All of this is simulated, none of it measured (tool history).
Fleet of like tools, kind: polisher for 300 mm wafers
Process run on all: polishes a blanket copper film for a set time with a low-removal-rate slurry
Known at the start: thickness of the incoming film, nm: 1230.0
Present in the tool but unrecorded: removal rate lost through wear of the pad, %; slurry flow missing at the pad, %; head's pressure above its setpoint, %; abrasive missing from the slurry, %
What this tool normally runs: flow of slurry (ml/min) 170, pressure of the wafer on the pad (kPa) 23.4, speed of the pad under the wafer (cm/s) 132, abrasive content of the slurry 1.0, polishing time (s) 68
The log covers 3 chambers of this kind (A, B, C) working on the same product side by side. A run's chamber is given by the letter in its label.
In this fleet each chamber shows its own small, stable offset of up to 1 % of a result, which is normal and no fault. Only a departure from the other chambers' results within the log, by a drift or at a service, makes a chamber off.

| run | day | flow of slurry (ml/min) | pressure of the wafer on the pad (kPa) | speed of the pad under the wafer (cm/s) | abrasive content of the slurry | polishing time (s) | wafers polished on this pad | hours since the slurry nozzle was cleaned | hours since the head pressure was calibrated | hours since the slurry blender was calibrated | film removed (nm) |
|---|---|---|---|---|---|---|---|---|---|---|---|
| 1C | 0.246 | 170 | 23.4 | 132 | 1.0 | 68 | 240 | 391.1 | 686.4 | 126.8 | 292.03 |
|  | 0.300 | chamber B: slurry blender recalibrated |
| 2A | 0.488 | 170 | 23.4 | 132 | 1.0 | 68 | 754 | 236.9 | 350.2 | 27.4 | 288.52 |
| 3B | 0.675 | 170 | 23.4 | 132 | 1.0 | 68 | 1260 | 326.3 | 247.7 | 9.1 | 287.41 |
|  | 0.796 | chamber A: head pressure recalibrated |
| 4B | 0.800 | 170 | 23.4 | 132 | 1.0 | 68 | 1285 | 329.3 | 250.7 | 12.1 | 291.02 |
| 5A | 0.971 | 170 | 23.4 | 132 | 1.0 | 68 | 849 | 248.5 | 4.3 | 39.0 | 291.35 |
|  | 1.079 | chamber B: worn pad replaced by a new one |
| 6C | 1.083 | 170 | 23.4 | 132 | 1.0 | 68 | 404 | 411.2 | 706.5 | 146.9 | 290.58 |
| 7B | 1.200 | 170 | 23.4 | 132 | 0.7 | 68 | 24 | 338.9 | 260.3 | 21.7 | 271.77 |
| 8A | 1.421 | 170 | 23.4 | 132 | 0.7 | 68 | 937 | 259.3 | 15.1 | 49.8 | 268.82 |
| 9C | 1.646 | 170 | 23.4 | 132 | 0.7 | 68 | 515 | 424.7 | 720.0 | 160.4 | 268.41 |
| 10C | 1.788 | 170 | 23.4 | 132 | 1.0 | 68 | 542 | 428.1 | 723.4 | 163.8 | 287.71 |
| 11B | 1.971 | 170 | 23.4 | 132 | 1.0 | 68 | 175 | 357.4 | 278.8 | 40.2 | 291.61 |
| 12A | 2.154 | 170 | 23.4 | 148 | 1.0 | 68 | 1081 | 276.9 | 32.7 | 67.4 | 320.82 |
| 13A | 2.288 | 170 | 23.4 | 148 | 1.0 | 68 | 1107 | 280.1 | 35.9 | 70.6 | 317.30 |
| 14C | 2.496 | 170 | 23.4 | 148 | 1.0 | 68 | 681 | 445.1 | 740.4 | 180.8 | 326.83 |
| 15B | 2.650 | 170 | 23.4 | 132 | 1.0 | 68 | 308 | 373.7 | 295.1 | 56.5 | 291.68 |
|  | 2.804 | chamber B: slurry nozzle cleaned |
| 16B | 2.825 | 170 | 23.4 | 132 | 1.0 | 68 | 342 | 0.5 | 299.3 | 60.7 | 292.78 |
| 17A | 2.950 | 170 | 23.4 | 132 | 1.0 | 68 | 1237 | 296.0 | 51.8 | 86.5 | 283.15 |
|  | 3.112 | chamber C: slurry nozzle cleaned |
| 18C | 3.179 | 170 | 23.4 | 132 | 1.0 | 68 | 815 | 1.7 | 756.8 | 197.2 | 295.17 |
| 19C | 3.412 | 170 | 23.4 | 132 | 1.0 | 68 | 861 | 7.3 | 762.4 | 202.8 | 290.40 |
| 20A | 3.608 | 170 | 23.4 | 132 | 1.0 | 68 | 1366 | 311.8 | 67.6 | 102.3 | 279.79 |
| 21B | 3.746 | 170 | 23.4 | 132 | 1.0 | 68 | 523 | 22.6 | 321.4 | 82.8 | 292.90 |
| 22C | 3.862 | 170 | 23.4 | 132 | 1.0 | 68 | 949 | 18.1 | 773.2 | 213.6 | 292.45 |
| 23B | 4.088 | 170 | 23.4 | 132 | 1.0 | 68 | 590 | 30.8 | 329.6 | 91.0 | 289.58 |
| 24A | 4.312 | 170 | 23.4 | 132 | 1.0 | 68 | 1504 | 328.7 | 84.5 | 119.2 | 273.42 |
| 25A | 4.471 | 170 | 23.4 | 132 | 1.0 | 68 | 1535 | 332.5 | 88.3 | 123.0 | 275.38 |
| 26C | 4.621 | 170 | 23.4 | 132 | 1.0 | 68 | 1098 | 36.3 | 791.4 | 231.8 | 297.71 |
| 27B | 4.871 | 170 | 23.4 | 132 | 1.0 | 68 | 743 | 49.6 | 348.4 | 109.8 | 290.85 |
| 28A | 5.092 | 170 | 23.4 | 132 | 1.0 | 68 | 1656 | 347.4 | 103.2 | 137.9 | 268.64 |
|  | 5.262 | chamber C: worn pad replaced by a new one |
| 29C | 5.308 | 170 | 23.4 | 132 | 1.0 | 68 | 9 | 52.8 | 807.9 | 248.3 | 294.97 |
| 30B | 5.496 | 170 | 23.4 | 132 | 1.0 | 68 | 866 | 64.6 | 363.4 | 124.8 | 294.55 |
| 31A | 5.667 | 170 | 23.4 | 132 | 1.2 | 68 | 1769 | 361.2 | 117.0 | 151.7 | 279.48 |
| 32C | 5.838 | 170 | 23.4 | 132 | 1.2 | 68 | 112 | 65.5 | 820.6 | 261.0 | 305.57 |
| 33B | 5.979 | 170 | 23.4 | 132 | 1.2 | 68 | 961 | 76.2 | 375.0 | 136.4 | 301.06 |
| 34B | 6.112 | 170 | 23.4 | 132 | 1.0 | 68 | 987 | 79.4 | 378.2 | 139.6 | 286.57 |
| 35A | 6.258 | 170 | 23.4 | 132 | 1.0 | 68 | 1885 | 375.4 | 131.2 | 165.9 | 267.38 |
| 36C | 6.367 | 170 | 23.4 | 132 | 1.0 | 68 | 216 | 78.2 | 833.3 | 273.7 | 283.92 |
| 37A | 6.475 | 170 | 23.4 | 132 | 1.0 | 68 | 1928 | 380.6 | 136.4 | 171.1 | 260.90 |
| 38C | 6.633 | 170 | 23.4 | 132 | 1.0 | 68 | 268 | 84.6 | 839.7 | 280.1 | 291.37 |
|  | 6.733 | chamber C: slurry blender recalibrated |
| 39B | 6.821 | 170 | 23.4 | 132 | 1.0 | 68 | 1126 | 96.4 | 395.2 | 156.6 | 291.71 |
|  | 6.846 | chamber A: slurry blender recalibrated |
| 40B | 7.071 | 170 | 23.4 | 132 | 1.2 | 68 | 1175 | 102.4 | 401.2 | 162.6 | 301.91 |
| 41A | 7.267 | 170 | 23.4 | 132 | 1.2 | 68 | 2083 | 399.6 | 155.4 | 10.1 | 271.49 |
| 42C | 7.496 | 170 | 23.4 | 132 | 1.2 | 68 | 438 | 105.3 | 860.4 | 18.3 | 310.48 |
| 43B | 7.696 | 170 | 23.4 | 132 | 1.0 | 68 | 1297 | 117.4 | 416.2 | 177.6 | 290.55 |

Read the log: is a single chamber off, either drifting away or since a service, is the gauge that measures every chamber drifting, or is nothing wrong beyond small per-chamber offsets? Name any odd chamber and what most likely caused it.

Little by little, chamber A moves away from the other chambers.
What lies behind it: removal rate lost through wear of the pad, % = 12.1.
It could be hard to tell apart here from: head's pressure below its setpoint, %.

Here are 4 candidates for chamber A's next run, each the usual settings with a change, their results left as question marks. Which one brings its results back in line with what the others give on the usual settings?
Counts as in line when no further than this from what the other chambers average on the usual settings: film removed (nm) 12.00
| 44A-1 | 7.875 | 165 | 21.4 | 132 | 1.0 | 61 |  |  |  |  | ? |
| 44A-2 | 7.875 | 170 | 26.2 | 132 | 1.0 | 75 |  |  |  |  | ? |
| 44A-3 | 7.875 | 170 | 22.8 | 126 | 1.0 | 65 |  |  |  |  | ? |
| 44A-4 | 7.875 | 170 | 24.8 | 132 | 1.0 | 72 |  |  |  |  | ? |

Other chambers, usual settings, mean: film removed (nm) 290.73
| run | film removed (nm) |
|---|---|
| 44A-1 | 209.95 |
| 44A-2 | 318.47 |
| 44A-3 | 228.63 |
| 44A-4 | 289.52 |
Change 44A-4 lands the chamber within the allowed miss of the other chambers.
